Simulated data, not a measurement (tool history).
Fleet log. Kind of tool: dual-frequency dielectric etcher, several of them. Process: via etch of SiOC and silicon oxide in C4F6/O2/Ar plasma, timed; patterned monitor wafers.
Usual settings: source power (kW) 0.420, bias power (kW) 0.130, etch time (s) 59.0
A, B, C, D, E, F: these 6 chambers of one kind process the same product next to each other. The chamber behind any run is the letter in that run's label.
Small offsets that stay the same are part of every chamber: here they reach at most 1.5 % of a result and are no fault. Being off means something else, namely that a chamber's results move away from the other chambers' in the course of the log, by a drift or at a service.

run    day  source power (kW)  bias power (kW)  etch time (s)  read-back reference wafer on the same gauge, depth_nm  mean etch depth across the wafer (angstrom)
 1E  0.158              0.420            0.130           59.0                                                 59.795                                       611.89
 2B  0.288              0.420            0.130           59.0                                                 59.852                                       601.42
 3F  0.388              0.420            0.130           59.0                                                 59.746                                       617.75
 4C  0.479              0.420            0.130           59.0                                                 59.815                                       614.95
 5A  0.667              0.340            0.130           49.5                                                 59.822                                       468.58
 6D  0.804              0.340            0.130           49.5                                                 59.851                                       463.39
 7F  0.908              0.340            0.130           49.5                                                 59.787                                       475.48
 8B  1.004              0.340            0.130           49.5                                                 59.805                                       464.04
 9A  1.204              0.340            0.130           49.5                                                 59.695                                       477.41
10C  1.333              0.340            0.130           49.5                                                 59.749                                       470.78
11E  1.512              0.420            0.140           75.0                                                 59.792                                       788.42
12D  1.675              0.420            0.140           75.0                                                 59.834                                       786.38
13A  1.775              0.420            0.140           75.0                                                 59.793                                       795.65
14D  1.871              0.420            0.140           75.0                                                 59.732                                       781.09
     1.996  -- chamber C: wet clean of the chamber
15C  2.012              0.420            0.140           75.0                                                 59.954                                       769.06
16F  2.171              0.420            0.140           75.0                                                 59.721                                       804.59
17B  2.312              0.420            0.130           59.0                                                 59.791                                       604.29
18E  2.446              0.420            0.130           59.0                                                 59.807                                       614.83
19A  2.633              0.420            0.130           59.0                                                 59.805                                       618.68
20B  2.729              0.420            0.130           59.0                                                 59.858                                       607.33
21E  2.838              0.420            0.130           59.0                                                 59.783                                       608.95
22D  2.979              0.420            0.130           72.0                                                 59.691                                       738.38
23C  3.092              0.420            0.130           72.0                                                 59.822                                       713.91
24F  3.262              0.420            0.130           72.0                                                 59.893                                       749.91
25F  3.396              0.420            0.130           72.0                                                 59.865                                       749.80
26E  3.512              0.420            0.130           72.0                                                 59.875                                       738.76
27D  3.625              0.420            0.130           72.0                                                 59.840                                       744.21
     3.654  -- chamber B: wet clean of the chamber
     3.779  -- chamber D: bias power generator calibrated
28A  3.829              0.420            0.130           59.0                                                 59.817                                       614.54
29B  3.950              0.420            0.130           59.0                                                 59.716                                       602.35
30C  4.092              0.420            0.130           59.0                                                 59.779                                       594.79
31B  4.254              0.420            0.130           59.0                                                 59.897                                       609.88
32D  4.396              0.420            0.130           59.0                                                 59.882                                       611.92
     4.446  -- chamber E: wet clean of the chamber
33F  4.500              0.420            0.130           59.0                                                 59.798                                       614.57
34E  4.633              0.420            0.130           59.0                                                 59.845                                       611.39
35C  4.796              0.420            0.130           59.0                                                 59.788                                       583.98
36A  4.958              0.420            0.130           59.0                                                 59.646                                       607.88
37B  5.083              0.420            0.130           59.0                                                 59.751                                       606.84

Read the log: is a single chamber off, either drifting away or since a service, is the gauge that measures every chamber drifting, or is nothing wrong beyond small per-chamber offsets? Name any odd chamber and what most likely caused it.

The work done on chamber C during a service left it standing apart from the others.
Most likely cause: etch rate under this chamber's usual, % = 4.18.

Chamber C could run next with any of the 4 candidate recipes listed below; each alters the usual settings, and their results appear as question marks. Which one brings its results back in line with what the other chambers deliver on the usual settings?
In line means no further than this from the other chambers' mean on the usual settings: mean etch depth across the wafer (angstrom) 15.00
38C-1  5.229              0.420            0.170           59.0                                                                                                   ?
38C-2  5.229              0.420            0.129           57.0                                                                                                   ?
38C-3  5.229              0.360            0.115           59.0                                                                                                   ?
38C-4  5.229              0.420            0.131           61.0                                                                                                   ?

Usual-settings mean across the other chambers: mean etch depth across the wafer (angstrom) 612.58
  run  mean etch depth across the wafer (angstrom)
38C-1                                       638.41
38C-2                                       567.10
38C-3                                       534.15
38C-4                                       609.66
It is 38C-4 that realigns the chamber with its peers.

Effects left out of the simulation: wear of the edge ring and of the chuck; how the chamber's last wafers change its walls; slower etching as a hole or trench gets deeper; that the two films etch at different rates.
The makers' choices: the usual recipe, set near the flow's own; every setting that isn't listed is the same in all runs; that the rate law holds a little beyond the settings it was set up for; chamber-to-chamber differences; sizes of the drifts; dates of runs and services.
